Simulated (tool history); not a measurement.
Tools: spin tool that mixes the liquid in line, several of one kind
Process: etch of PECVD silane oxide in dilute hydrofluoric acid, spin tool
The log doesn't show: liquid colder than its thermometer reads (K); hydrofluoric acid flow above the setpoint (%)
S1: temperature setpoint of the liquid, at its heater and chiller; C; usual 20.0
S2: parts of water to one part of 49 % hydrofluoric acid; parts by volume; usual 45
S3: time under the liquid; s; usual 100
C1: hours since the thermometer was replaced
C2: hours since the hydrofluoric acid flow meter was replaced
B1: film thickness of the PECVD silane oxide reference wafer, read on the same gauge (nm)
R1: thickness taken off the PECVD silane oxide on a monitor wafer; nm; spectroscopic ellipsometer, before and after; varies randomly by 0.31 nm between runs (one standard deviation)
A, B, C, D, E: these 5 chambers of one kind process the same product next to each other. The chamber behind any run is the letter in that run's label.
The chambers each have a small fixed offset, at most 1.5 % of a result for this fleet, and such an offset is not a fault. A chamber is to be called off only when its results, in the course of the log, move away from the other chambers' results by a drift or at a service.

Run 1D, hour 8.2: usual settings; C1 2293.8; C2 374.4; B1 150.01. Result: R1 46.938 nm.
Run 2A, hour 14.1: usual settings; C1 495.9; C2 116.0; B1 150.00. Result: R1 46.395 nm.
Run 3E, hour 21.8: usual settings; C1 1123.0; C2 416.5; B1 150.01. Result: R1 47.107 nm.
Run 4C, hour 27.7: usual settings; C1 889.9; C2 752.3; B1 150.00. Result: R1 46.960 nm.
Run 5B, hour 35.1: usual settings; C1 156.9; C2 648.2; B1 149.99. Result: R1 47.271 nm.
Run 6D, hour 46.1: usual settings; C1 2331.7; C2 412.3; B1 149.99. Result: R1 47.316 nm.
Run 7C, hour 57.5: usual settings; C1 919.7; C2 782.1; B1 150.00. Result: R1 47.008 nm.
Run 8A, hour 68.4: usual settings; C1 550.2; C2 170.3; B1 150.01. Result: R1 46.599 nm.
Run 9E, hour 74.5: usual settings; C1 1175.7; C2 469.2; B1 150.00. Result: R1 47.513 nm.
Run 10B, hour 83.4: usual settings; C1 205.2; C2 696.5; B1 150.02. Result: R1 47.121 nm.
Run 11D, hour 89.0: usual settings; C1 2374.6; C2 455.2; B1 149.99. Result: R1 46.892 nm.
Run 12A, hour 96.5: usual settings but S1 22.5 C; C1 578.3; C2 198.4; B1 150.01. Result: R1 51.098 nm.
Run 13C, hour 102.0: usual settings but S1 22.5 C; C1 964.2; C2 826.6; B1 150.02. Result: R1 52.237 nm.
Run 14B, hour 108.2: usual settings but S1 22.5 C; C1 230.0; C2 721.3; B1 149.99. Result: R1 52.990 nm.
Run 15E, hour 118.3: usual settings but S1 22.5 C; C1 1219.5; C2 513.0; B1 149.98. Result: R1 52.202 nm.
Run 16E, hour 130.3: usual settings but S1 22.5 C; C1 1231.5; C2 525.0; B1 150.00. Result: R1 52.272 nm.
Run 17D, hour 137.2: usual settings; C1 2422.8; C2 503.4; B1 150.02. Result: R1 47.307 nm.
Run 18A, hour 143.0: usual settings; C1 624.8; C2 244.9; B1 150.02. Result: R1 46.523 nm.
Run 19B, hour 154.3: usual settings; C1 276.1; C2 767.4; B1 150.00. Result: R1 46.943 nm.
Run 20C, hour 160.0: usual settings; C1 1022.2; C2 884.6; B1 150.01. Result: R1 46.751 nm.
Run 21B, hour 169.0: usual settings; C1 290.8; C2 782.1; B1 150.02. Result: R1 47.394 nm.
Run 22E, hour 179.5: usual settings; C1 1280.7; C2 574.2; B1 150.00. Result: R1 47.558 nm.
At hour 187.5: chamber E: hydrofluoric acid flow meter replaced.
Run 23A, hour 190.3: usual settings; C1 672.1; C2 292.2; B1 150.00. Result: R1 46.293 nm.
Run 24D, hour 196.3: usual settings; C1 2481.9; C2 562.5; B1 149.98. Result: R1 47.298 nm.
Run 25C, hour 202.7: usual settings; C1 1064.9; C2 927.3; B1 149.98. Result: R1 46.748 nm.
Run 26C, hour 212.6: usual settings; C1 1074.8; C2 937.2; B1 150.01. Result: R1 47.184 nm.
Run 27A, hour 219.4: usual settings but S3 80 s; C1 701.2; C2 321.3; B1 150.01. Result: R1 36.899 nm.
Run 28E, hour 228.4: usual settings but S3 80 s; C1 1329.6; C2 41.0; B1 149.98. Result: R1 37.426 nm.
Run 29B, hour 239.2: usual settings but S3 80 s; C1 361.0; C2 852.3; B1 150.01. Result: R1 37.829 nm.
Run 30D, hour 245.2: usual settings but S3 80 s; C1 2530.8; C2 611.4; B1 149.99. Result: R1 37.948 nm.
At hour 254.1: chamber D: thermometer replaced.
Run 31B, hour 254.7: usual settings but S3 80 s; C1 376.5; C2 867.8; B1 149.98. Result: R1 37.528 nm.
Run 32A, hour 266.0: usual settings; C1 747.8; C2 367.9; B1 150.00. Result: R1 45.787 nm.
Run 33E, hour 273.6: usual settings; C1 1374.8; C2 86.2; B1 149.99. Result: R1 47.309 nm.
Run 34D, hour 280.2: usual settings but S2 35 parts by volume; C1 26.1; C2 646.4; B1 150.01. Result: R1 61.969 nm.
Run 35C, hour 290.0: usual settings but S2 35 parts by volume; C1 1152.2; C2 1014.6; B1 150.00. Result: R1 61.415 nm.
Run 36C, hour 297.8: usual settings but S2 35 parts by volume; C1 1160.0; C2 1022.4; B1 150.01. Result: R1 59.995 nm.
Run 37B, hour 309.7: usual settings but S2 35 parts by volume; C1 431.5; C2 922.8; B1 149.98. Result: R1 60.953 nm.
Run 38D, hour 317.5: usual settings but S2 35 parts by volume; C1 63.4; C2 683.7; B1 149.98. Result: R1 61.988 nm.
Run 39A, hour 322.8: usual settings; C1 804.6; C2 424.7; B1 150.01. Result: R1 46.222 nm.
Run 40E, hour 331.9: usual settings; C1 1433.1; C2 144.5; B1 150.01. Result: R1 47.097 nm.

All chambers now run identical settings, listed one chamber a line with results as question marks. What results will each chamber show?
Run 41A, hour 340.6: usual settings but S1 18.0 C. Result: R1 ?.
Run 41B, hour 340.6: usual settings but S1 18.0 C. Result: R1 ?.
Run 41C, hour 340.6: usual settings but S1 18.0 C. Result: R1 ?.
Run 41D, hour 340.6: usual settings but S1 18.0 C. Result: R1 ?.
Run 41E, hour 340.6: usual settings but S1 18.0 C. Result: R1 ?.

run      R1
41A  42.546
41B  43.141
41C  43.101
41D  43.265
41E  43.681
